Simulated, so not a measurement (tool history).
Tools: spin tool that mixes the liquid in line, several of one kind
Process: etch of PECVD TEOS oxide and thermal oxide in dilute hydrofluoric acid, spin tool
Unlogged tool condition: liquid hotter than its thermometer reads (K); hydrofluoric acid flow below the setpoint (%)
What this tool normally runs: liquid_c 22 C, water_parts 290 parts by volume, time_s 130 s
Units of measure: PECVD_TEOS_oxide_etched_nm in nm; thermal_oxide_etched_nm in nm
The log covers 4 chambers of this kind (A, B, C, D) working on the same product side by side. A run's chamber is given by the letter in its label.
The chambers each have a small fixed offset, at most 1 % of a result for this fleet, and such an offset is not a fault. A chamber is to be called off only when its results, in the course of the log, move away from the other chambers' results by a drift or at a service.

run	hour	liquid_c	water_parts	time_s	hours since the thermometer was replaced	hours since the hydrofluoric acid flow meter was replaced	read-back film thickness of the PECVD TEOS oxide reference wafer, read on the same gauge (nm)	read-back film thickness of the thermal oxide reference wafer, read on the same gauge (nm)	PECVD_TEOS_oxide_etched_nm	thermal_oxide_etched_nm
1A	9.9	22	290	130	798.1	737.8	29.988	100.04	4.3638	1.5636
2B	17	22	290	130	640.4	226.8	29.994	99.985	4.3531	1.5838
3C	28.5	22	290	130	318.3	512.5	30.024	99.953	4.325	1.6236
4D	39.5	22	290	130	294.6	2042.7	29.999	99.96	4.3894	1.535
5D	51.5	22	290	130	306.6	2054.7	30.012	99.981	4.3269	1.6219
6A	60.6	22	290	130	848.8	788.5	30.027	100.04	4.3117	1.5894
7B	67.6	22	290	130	691	277.4	30.01	100.07	4.3334	1.5697
8C	77.8	22	290	130	367.6	561.8	29.981	100.02	4.3974	1.5767
9A	85.9	22	290	130	874.1	813.8	29.977	100	4.3615	1.6281
10C	93.1	22	290	130	382.9	577.1	29.989	100.01	4.4724	1.6182
11B	102.7	22	290	130	726.1	312.5	29.991	100.04	4.3063	1.5472
12D	110.3	22	290	130	365.4	2113.5	29.993	99.96	4.3932	1.5484
13B	119.5	22	290	130	742.9	329.3	29.983	100.01	4.3256	1.561
14C	128.1	24.5	290	130	417.9	612.1	30.013	100.02	4.8264	1.776
# hour 130.2: chamber D: hydrofluoric acid flow meter replaced
15A	138.8	24.5	290	130	927	866.7	29.965	100.01	4.8067	1.6725
16D	148.7	24.5	290	130	403.8	18.5	30.045	99.988	4.835	1.6917
17B	159.9	24.5	290	130	783.3	369.7	30.022	100.02	4.6336	1.6667
18C	166.1	25	170	130	455.9	650.1	30.014	99.961	9.4268	3.4284
19D	177.9	25	170	130	433	47.7	29.963	99.981	9.4536	3.4395
20A	183.2	25	170	130	971.4	911.1	30.015	99.998	9.442	3.2975
21A	195	25	170	130	983.2	922.9	30.014	100.08	9.6936	3.3286
22C	205.7	22	290	130	495.5	689.7	29.997	99.971	4.3965	1.5683
23B	215.6	22	290	130	839	425.4	29.996	100	4.1566	1.5466
24D	226.9	22	290	130	482	96.7	30.042	99.949	4.4283	1.6482
25D	238.4	22	290	180	493.5	108.2	30.027	100.06	6.0677	2.1818
26A	248.7	22	290	180	1036.9	976.6	30.009	100	6.0554	2.2121
27B	258.9	22	290	180	882.3	468.7	29.989	100.01	5.6472	2.0221
28C	270.4	22	290	180	560.2	754.4	29.998	99.974	6.1017	2.1214
29C	280	22	290	130	569.8	764	29.979	100.02	4.4101	1.5633
30D	290	22	290	130	545.1	159.8	29.976	99.961	4.3796	1.5707
31B	297.1	22	290	130	920.5	506.9	30.029	100.02	4.0026	1.4565
# hour 297.6: chamber C: thermometer replaced
32A	307.9	22	290	130	1096.1	1035.8	29.997	99.968	4.4033	1.5743
33C	313.8	22	290	130	16.2	797.8	30.052	99.967	4.3569	1.5123
34D	323	22	290	130	578.1	192.8	29.992	100.01	4.3187	1.6486
35B	333	19.5	290	80	956.4	542.8	29.995	99.957	2.2428	0.81266

What goes on in this fleet: one chamber off, a drifting gauge, or nothing beyond the chambers' own small offsets? Name the chamber and the cause, if any.

Little by little, chamber B moves away from the other chambers.
Most likely cause: hydrofluoric acid flow below the setpoint (%) = 7.46.
Not necessarily distinguishable in this log from: liquid colder than its thermometer reads (K).

Below are 4 candidate recipes for chamber B's next run, each the usual settings with a change, their results shown as question marks. Which of them brings B's results back in line with what the other chambers give on the usual settings?
To be in line, a result may differ from the other chambers' mean on the usual settings by at most: PECVD_TEOS_oxide_etched_nm 0.13 nm; thermal_oxide_etched_nm 0.12 nm
36B-1	341.6	22	270	140					?	?
36B-2	341.6	22	275	135					?	?
36B-3	341.6	22	310	120					?	?
36B-4	341.6	22	305	125					?	?

The other chambers' mean on the usual settings: PECVD_TEOS_oxide_etched_nm 4.3937 nm; thermal_oxide_etched_nm 1.5884 nm
run	PECVD_TEOS_oxide_etched_nm	thermal_oxide_etched_nm
36B-1	4.6957	1.6794
36B-2	4.4239	1.5822
36B-3	3.373	1.2063
36B-4	3.5881	1.2833
36B-2 is the one that brings the chamber's results back in line with the other chambers.
